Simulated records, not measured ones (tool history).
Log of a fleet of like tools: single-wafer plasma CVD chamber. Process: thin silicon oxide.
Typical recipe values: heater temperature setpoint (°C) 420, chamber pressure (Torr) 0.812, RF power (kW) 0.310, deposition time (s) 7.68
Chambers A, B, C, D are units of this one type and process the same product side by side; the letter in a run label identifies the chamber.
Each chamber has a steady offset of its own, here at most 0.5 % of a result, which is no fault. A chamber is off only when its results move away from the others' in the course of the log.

run,day,heater temperature setpoint (°C),chamber pressure (Torr),RF power (kW),deposition time (s),"read-back reference wafer on the same gauge, thickness_nm",mean film thickness on the monitor wafer (angstrom)
1C,0.158,420,0.812,0.310,7.68,13.405,144.24
2B,0.308,420,0.812,0.310,7.68,13.387,142.99
3D,0.429,420,0.812,0.310,7.68,13.386,143.19
4A,0.654,420,0.812,0.310,7.68,13.400,144.26
5D,0.879,420,0.812,0.310,7.68,13.389,143.23
6A,1.038,420,0.812,0.310,7.68,13.383,143.44
7B,1.154,420,0.812,0.310,7.68,13.411,144.52
8C,1.329,420,0.812,0.310,7.68,13.403,144.78
9B,1.458,420,0.812,0.310,7.68,13.403,143.42
10A,1.608,420,0.812,0.310,7.68,13.399,142.99
11D,1.792,420,0.812,0.310,7.68,13.400,141.63
12C,1.958,420,0.812,0.310,7.68,13.399,145.63
13C,2.175,412,0.812,0.310,7.68,13.399,146.65
14D,2.354,412,0.812,0.310,7.68,13.393,143.72
15B,2.521,412,0.812,0.310,7.68,13.392,143.88
16A,2.629,412,0.812,0.310,7.68,13.391,144.18
# day 2.679: chamber B: capacitance manometer re-zeroed and calibrated
17A,2.808,420,0.812,0.310,7.68,13.377,143.20
18D,2.938,420,0.812,0.310,6.21,13.385,115.35
19B,3.075,420,0.812,0.310,6.21,13.399,116.19
20C,3.192,420,0.812,0.310,6.21,13.399,119.95
21C,3.312,420,0.812,0.310,6.21,13.400,119.93
22B,3.533,420,0.812,0.310,7.68,13.403,142.42
23A,3.758,420,0.812,0.310,7.68,13.412,143.48
24D,3.925,420,0.812,0.310,7.68,13.423,143.00
25B,4.138,420,0.812,0.310,7.68,13.405,142.57
26C,4.304,420,0.812,0.310,7.68,13.400,149.69
27A,4.512,420,0.812,0.310,7.68,13.418,144.16
28D,4.700,420,0.812,0.310,7.68,13.392,144.42
29A,4.817,420,0.812,0.310,7.68,13.417,142.17
30B,4.958,420,0.812,0.310,7.68,13.399,143.23
31C,5.142,420,0.812,0.310,7.68,13.386,151.99
32D,5.304,420,0.812,0.310,7.68,13.407,142.30
# day 5.329: chamber D: thermocouple changed; heater temperature recalibrated
33C,5.429,420,0.812,0.310,7.68,13.399,153.71
34A,5.579,420,0.812,0.310,7.68,13.400,143.75
35B,5.717,420,0.812,0.310,7.68,13.389,143.18
36D,5.825,420,0.812,0.310,7.68,13.388,143.12
37A,6.038,420,0.812,0.310,7.68,13.399,143.10
38B,6.171,420,0.812,0.310,7.68,13.377,141.70

Which is it: a chamber that has drifted or been left off by a service, a gauge drift common to all chambers, or only each chamber's usual small offset? If a chamber is off, name it and its likeliest cause.

It is chamber C that slowly wanders off from its peers.
Cause: true pressure above the setpoint (%) = 8.04.

Chamber C could run next with any of the 4 candidate recipes listed below; each alters the usual settings, and their results appear as question marks. Which one brings its results back in line with what the other chambers deliver on the usual settings?
In line means no further than this from the other chambers' mean on the usual settings: mean film thickness on the monitor wafer (angstrom) 2.80
39C-1,6.333,419,0.812,0.335,7.68,,?
39C-2,6.333,420,0.779,0.305,7.44,,?
39C-3,6.333,420,0.845,0.315,7.92,,?
39C-4,6.333,420,0.795,0.310,7.56,,?

Average result of the remaining chambers running the usual settings: mean film thickness on the monitor wafer (angstrom) 143.23
run,mean film thickness on the monitor wafer (angstrom)
39C-1,158.91
39C-2,143.06
39C-3,165.10
39C-4,148.83
39C-2 brings the chamber back in line.

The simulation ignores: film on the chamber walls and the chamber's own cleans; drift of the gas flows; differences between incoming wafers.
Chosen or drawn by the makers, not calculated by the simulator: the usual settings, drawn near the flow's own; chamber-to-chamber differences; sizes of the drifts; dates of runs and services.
